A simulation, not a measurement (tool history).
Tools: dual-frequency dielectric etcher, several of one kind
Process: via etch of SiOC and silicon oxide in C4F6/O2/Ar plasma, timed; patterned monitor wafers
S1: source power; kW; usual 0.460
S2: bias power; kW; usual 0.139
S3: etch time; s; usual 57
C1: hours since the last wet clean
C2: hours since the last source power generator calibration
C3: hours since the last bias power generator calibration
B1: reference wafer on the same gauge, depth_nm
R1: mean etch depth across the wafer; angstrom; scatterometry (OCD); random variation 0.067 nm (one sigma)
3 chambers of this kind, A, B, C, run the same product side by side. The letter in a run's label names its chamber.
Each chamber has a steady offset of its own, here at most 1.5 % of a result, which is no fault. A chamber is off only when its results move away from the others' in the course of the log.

| run | hour | S1 | S2 | S3 | C1 | C2 | C3 | B1 | R1 |
|---|---|---|---|---|---|---|---|---|---|
| 1B | 3.8 | 0.460 | 0.139 | 57 | 257.7 | 2368.3 | 989.2 | 51.494 | 627.49 |
| 2C | 9.5 | 0.460 | 0.139 | 57 | 477.1 | 571.3 | 2517.4 | 51.485 | 619.75 |
| 3A | 13.2 | 0.460 | 0.139 | 57 | 160.4 | 4175.8 | 47.2 | 51.480 | 628.62 |
| 4C | 17.3 | 0.460 | 0.139 | 57 | 484.9 | 579.1 | 2525.2 | 51.482 | 619.98 |
| 5B | 21.2 | 0.460 | 0.139 | 57 | 275.1 | 2385.7 | 1006.6 | 51.474 | 627.65 |
| 6A | 25.0 | 0.460 | 0.139 | 57 | 172.2 | 4187.6 | 59.0 | 51.463 | 628.64 |
| 7B | 28.6 | 0.460 | 0.139 | 57 | 282.5 | 2393.1 | 1014.0 | 51.477 | 626.41 |
| 8C | 32.2 | 0.460 | 0.139 | 57 | 499.8 | 594.0 | 2540.1 | 51.462 | 618.87 |
| 9A | 36.2 | 0.460 | 0.139 | 57 | 183.4 | 4198.8 | 70.2 | 51.434 | 628.39 |
| 10C | 39.8 | 0.460 | 0.139 | 57 | 507.4 | 601.6 | 2547.7 | 51.455 | 618.02 |
| 11A | 44.2 | 0.460 | 0.139 | 57 | 191.4 | 4206.8 | 78.2 | 51.449 | 626.63 |
|  | 45.6 | chamber C: wet clean of the chamber |
| 12B | 47.7 | 0.460 | 0.139 | 57 | 301.6 | 2412.2 | 1033.1 | 51.438 | 626.35 |
| 13B | 51.2 | 0.460 | 0.139 | 57 | 305.1 | 2415.7 | 1036.6 | 51.431 | 626.05 |
| 14C | 55.9 | 0.460 | 0.139 | 57 | 10.3 | 617.7 | 2563.8 | 51.430 | 617.43 |
| 15A | 61.6 | 0.460 | 0.139 | 57 | 208.8 | 4224.2 | 95.6 | 51.414 | 627.61 |
| 16A | 64.4 | 0.460 | 0.153 | 57 | 211.6 | 4227.0 | 98.4 | 51.404 | 645.63 |
| 17B | 68.2 | 0.460 | 0.153 | 57 | 322.1 | 2432.7 | 1053.6 | 51.396 | 643.99 |
| 18C | 73.3 | 0.460 | 0.153 | 57 | 27.7 | 635.1 | 2581.2 | 51.407 | 636.06 |
| 19A | 76.7 | 0.460 | 0.139 | 57 | 223.9 | 4239.3 | 110.7 | 51.403 | 626.91 |
| 20C | 81.5 | 0.460 | 0.139 | 57 | 35.9 | 643.3 | 2589.4 | 51.407 | 617.65 |
| 21B | 86.9 | 0.460 | 0.139 | 57 | 340.8 | 2451.4 | 1072.3 | 51.376 | 624.98 |
| 22C | 92.2 | 0.460 | 0.139 | 57 | 46.6 | 654.0 | 2600.1 | 51.371 | 616.92 |
| 23A | 95.3 | 0.550 | 0.139 | 50 | 242.5 | 4257.9 | 129.3 | 51.362 | 591.93 |
| 24B | 98.3 | 0.550 | 0.139 | 50 | 352.2 | 2462.8 | 1083.7 | 51.364 | 587.80 |
| 25C | 102.2 | 0.550 | 0.139 | 50 | 56.6 | 664.0 | 2610.1 | 51.344 | 580.72 |
| 26B | 106.8 | 0.460 | 0.139 | 57 | 360.7 | 2471.3 | 1092.2 | 51.353 | 624.83 |
| 27A | 110.0 | 0.460 | 0.139 | 57 | 257.2 | 4272.6 | 144.0 | 51.366 | 626.81 |
| 28A | 113.9 | 0.460 | 0.139 | 57 | 261.1 | 4276.5 | 147.9 | 51.340 | 627.30 |
| 29C | 117.4 | 0.460 | 0.139 | 57 | 71.8 | 679.2 | 2625.3 | 51.326 | 616.54 |
| 30B | 120.4 | 0.460 | 0.139 | 57 | 374.3 | 2484.9 | 1105.8 | 51.336 | 625.11 |
| 31B | 123.5 | 0.460 | 0.139 | 57 | 377.4 | 2488.0 | 1108.9 | 51.327 | 623.43 |
| 32C | 126.7 | 0.460 | 0.139 | 57 | 81.1 | 688.5 | 2634.6 | 51.328 | 616.07 |
| 33A | 129.7 | 0.460 | 0.139 | 57 | 276.9 | 4292.3 | 163.7 | 51.319 | 625.90 |
| 34A | 135.2 | 0.460 | 0.139 | 57 | 282.4 | 4297.8 | 169.2 | 51.307 | 625.76 |
|  | 137.8 | chamber A: source power generator calibrated |
| 35B | 140.4 | 0.460 | 0.139 | 57 | 394.3 | 2504.9 | 1125.8 | 51.289 | 625.27 |
| 36C | 145.7 | 0.460 | 0.139 | 57 | 100.1 | 707.5 | 2653.6 | 51.295 | 617.13 |
| 37B | 150.8 | 0.460 | 0.114 | 51 | 404.7 | 2515.3 | 1136.2 | 51.297 | 527.23 |
| 38A | 153.8 | 0.460 | 0.114 | 51 | 301.0 | 16.0 | 187.8 | 51.288 | 528.84 |
| 39C | 156.6 | 0.460 | 0.114 | 51 | 111.0 | 718.4 | 2664.5 | 51.276 | 519.43 |
| 40C | 160.3 | 0.460 | 0.139 | 57 | 114.7 | 722.1 | 2668.2 | 51.272 | 616.12 |

What goes on in this fleet: one chamber off, a drifting gauge, or nothing beyond the chambers' own small offsets? Name the chamber and the cause, if any.

The gauge drifts, so all chambers seem to drift together. No chamber is off.
Cause: gauge reads low (%) = 0.436.
